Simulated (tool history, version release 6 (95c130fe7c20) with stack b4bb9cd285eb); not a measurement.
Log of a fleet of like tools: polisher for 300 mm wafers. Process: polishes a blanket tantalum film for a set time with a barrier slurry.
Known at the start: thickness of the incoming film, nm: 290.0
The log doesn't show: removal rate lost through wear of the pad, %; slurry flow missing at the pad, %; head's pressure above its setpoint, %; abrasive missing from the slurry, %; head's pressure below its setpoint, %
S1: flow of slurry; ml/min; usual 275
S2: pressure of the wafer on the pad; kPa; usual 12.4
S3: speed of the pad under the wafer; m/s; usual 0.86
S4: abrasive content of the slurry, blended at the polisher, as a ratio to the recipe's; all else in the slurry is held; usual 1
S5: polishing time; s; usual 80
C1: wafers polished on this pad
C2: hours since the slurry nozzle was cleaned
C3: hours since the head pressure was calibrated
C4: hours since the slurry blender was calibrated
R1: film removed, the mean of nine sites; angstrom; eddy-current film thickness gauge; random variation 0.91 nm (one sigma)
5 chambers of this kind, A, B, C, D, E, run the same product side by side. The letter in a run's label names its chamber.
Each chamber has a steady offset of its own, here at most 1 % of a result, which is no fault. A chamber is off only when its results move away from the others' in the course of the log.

| run | hour | S1 | S2 | S3 | S4 | S5 | C1 | C2 | C3 | C4 | R1 |
|---|---|---|---|---|---|---|---|---|---|---|---|
| 1D | 13.8 | 275 | 12.4 | 0.86 | 1 | 80 | 746 | 58.8 | 48.8 | 179.5 | 1241.5 |
|  | 21.6 | chamber C: worn pad replaced by a new one |
| 2E | 24.1 | 275 | 12.4 | 0.86 | 1 | 80 | 358 | 310.5 | 337.1 | 195.1 | 1244.4 |
| 3B | 35 | 275 | 12.4 | 0.86 | 1 | 80 | 810 | 69 | 614.4 | 262.1 | 1226.2 |
| 4A | 44 | 275 | 12.4 | 0.86 | 1 | 80 | 497 | 224.3 | 1145.9 | 50.3 | 1246.5 |
|  | 52 | chamber D: slurry blender recalibrated |
| 5C | 54.7 | 315 | 12.4 | 0.86 | 1 | 80 | 225 | 162.6 | 482.6 | 264 | 1247.1 |
|  | 60.5 | chamber E: head pressure recalibrated |
| 6E | 67.4 | 315 | 12.4 | 0.86 | 1 | 80 | 652 | 353.8 | 6.9 | 238.4 | 1261.5 |
|  | 77 | chamber A: worn pad replaced by a new one |
| 7A | 81.3 | 315 | 12.4 | 0.86 | 1 | 80 | 29 | 261.6 | 1183.2 | 87.6 | 1270 |
|  | 87.7 | chamber B: worn pad replaced by a new one |
| 8C | 90.5 | 315 | 12.4 | 0.86 | 1 | 80 | 468 | 198.4 | 518.4 | 299.8 | 1256.6 |
|  | 95.9 | chamber A: slurry blender recalibrated |
|  | 95.9 | chamber C: head pressure recalibrated |
|  | 97.7 | chamber D: worn pad replaced by a new one |
| 9D | 98.3 | 315 | 12.4 | 0.86 | 1 | 80 | 4 | 143.3 | 133.3 | 46.3 | 1266.3 |
| 10B | 110.7 | 275 | 12.4 | 0.86 | 1 | 80 | 156 | 144.7 | 690.1 | 337.8 | 1234.6 |
| 11A | 120 | 275 | 12.4 | 0.86 | 1 | 80 | 292 | 300.3 | 1221.9 | 24.2 | 1238.6 |
|  | 121.7 | chamber C: worn pad replaced by a new one |
| 12D | 127 | 275 | 12.4 | 0.86 | 1 | 80 | 199 | 172 | 162 | 75 | 1233.6 |
| 13C | 135.9 | 275 | 12.4 | 0.86 | 1 | 80 | 96 | 243.8 | 40.1 | 345.2 | 1243.9 |
| 14B | 143.6 | 275 | 12.4 | 0.86 | 1 | 80 | 380 | 177.6 | 723 | 370.7 | 1236.8 |
|  | 149.3 | chamber B: slurry blender recalibrated |
| 15E | 156.9 | 275 | 12.4 | 0.86 | 1 | 80 | 1260 | 443.3 | 96.4 | 327.9 | 1234.2 |
| 16D | 170.9 | 275 | 12.4 | 0.86 | 1 | 80 | 497 | 215.9 | 205.9 | 118.9 | 1243.5 |
| 17E | 182.9 | 275 | 12.4 | 0.86 | 1 | 80 | 1437 | 469.3 | 122.4 | 353.9 | 1214.9 |
|  | 189.9 | chamber A: worn pad replaced by a new one |
|  | 194.9 | chamber C: slurry blender recalibrated |
| 18A | 195.9 | 275 | 12.4 | 0.86 | 1 | 80 | 41 | 376.2 | 1297.8 | 100.1 | 1260.5 |
|  | 200.1 | chamber C: worn pad replaced by a new one |
|  | 205.3 | chamber A: slurry nozzle cleaned |
| 19C | 208.1 | 275 | 12.4 | 0.86 | 1 | 80 | 54 | 316 | 112.3 | 13.2 | 1247.6 |
|  | 210.5 | chamber A: slurry blender recalibrated |
|  | 214.4 | chamber E: slurry blender recalibrated |
| 20B | 216.2 | 275 | 12.4 | 0.86 | 1 | 80 | 873 | 250.2 | 795.6 | 66.9 | 1237.6 |
| 21D | 223.1 | 275 | 12.4 | 0.86 | 1 | 54 | 852 | 268.1 | 258.1 | 171.1 | 850.14 |
| 22B | 234.7 | 275 | 12.4 | 0.86 | 1 | 54 | 999 | 268.7 | 814.1 | 85.4 | 846.33 |
|  | 238 | chamber B: worn pad replaced by a new one |
| 23C | 247.9 | 275 | 12.4 | 0.86 | 1 | 54 | 325 | 355.8 | 152.1 | 53 | 840.73 |
|  | 253.3 | chamber D: slurry blender recalibrated |
| 24E | 257.1 | 275 | 12.4 | 0.86 | 1 | 54 | 1941 | 543.5 | 196.6 | 42.8 | 789.13 |
|  | 262.6 | chamber A: head pressure recalibrated |
| 25A | 266.1 | 275 | 12.4 | 0.86 | 1 | 54 | 518 | 60.9 | 3.6 | 55.7 | 840.71 |
| 26A | 272.7 | 275 | 12.4 | 0.86 | 1 | 80 | 563 | 67.5 | 10.2 | 62.3 | 1243.2 |
|  | 273.9 | chamber B: slurry nozzle cleaned |
|  | 276.4 | chamber C: worn pad replaced by a new one |
|  | 278 | chamber D: worn pad replaced by a new one |
| 27D | 281.2 | 275 | 12.4 | 0.86 | 1 | 80 | 22 | 326.2 | 316.2 | 28 | 1251 |
| 28E | 291.6 | 275 | 12.4 | 0.86 | 1 | 80 | 2175 | 578 | 231.1 | 77.3 | 1174.4 |
| 29C | 303.1 | 275 | 12.4 | 0.86 | 1 | 80 | 181 | 411 | 207.3 | 108.2 | 1244.3 |
| 30B | 309.6 | 275 | 12.4 | 0.86 | 1 | 80 | 486 | 35.7 | 889 | 160.3 | 1255.1 |
| 31C | 322.1 | 275 | 12.4 | 0.86 | 1 | 80 | 310 | 430 | 226.3 | 127.2 | 1234.8 |
| 32D | 328.6 | 275 | 12.4 | 0.86 | 1 | 80 | 344 | 373.6 | 363.6 | 75.4 | 1232.6 |
|  | 337 | chamber E: slurry nozzle cleaned |
| 33E | 341.6 | 275 | 12.4 | 0.86 | 1 | 80 | 2515 | 4.7 | 281.1 | 127.3 | 1135.7 |

All 5 chambers run these settings next. Forecast each chamber's results:
| 34A | 351.7 | 305 | 12.4 | 0.86 | 1 | 80 |  |  |  |  | ? |
| 34B | 351.7 | 305 | 12.4 | 0.86 | 1 | 80 |  |  |  |  | ? |
| 34C | 351.7 | 305 | 12.4 | 0.86 | 1 | 80 |  |  |  |  | ? |
| 34D | 351.7 | 305 | 12.4 | 0.86 | 1 | 80 |  |  |  |  | ? |
| 34E | 351.7 | 305 | 12.4 | 0.86 | 1 | 80 |  |  |  |  | ? |

| run | R1 |
|---|---|
| 34A | 1262.5 |
| 34B | 1244.3 |
| 34C | 1263.8 |
| 34D | 1270 |
| 34E | 1122.1 |
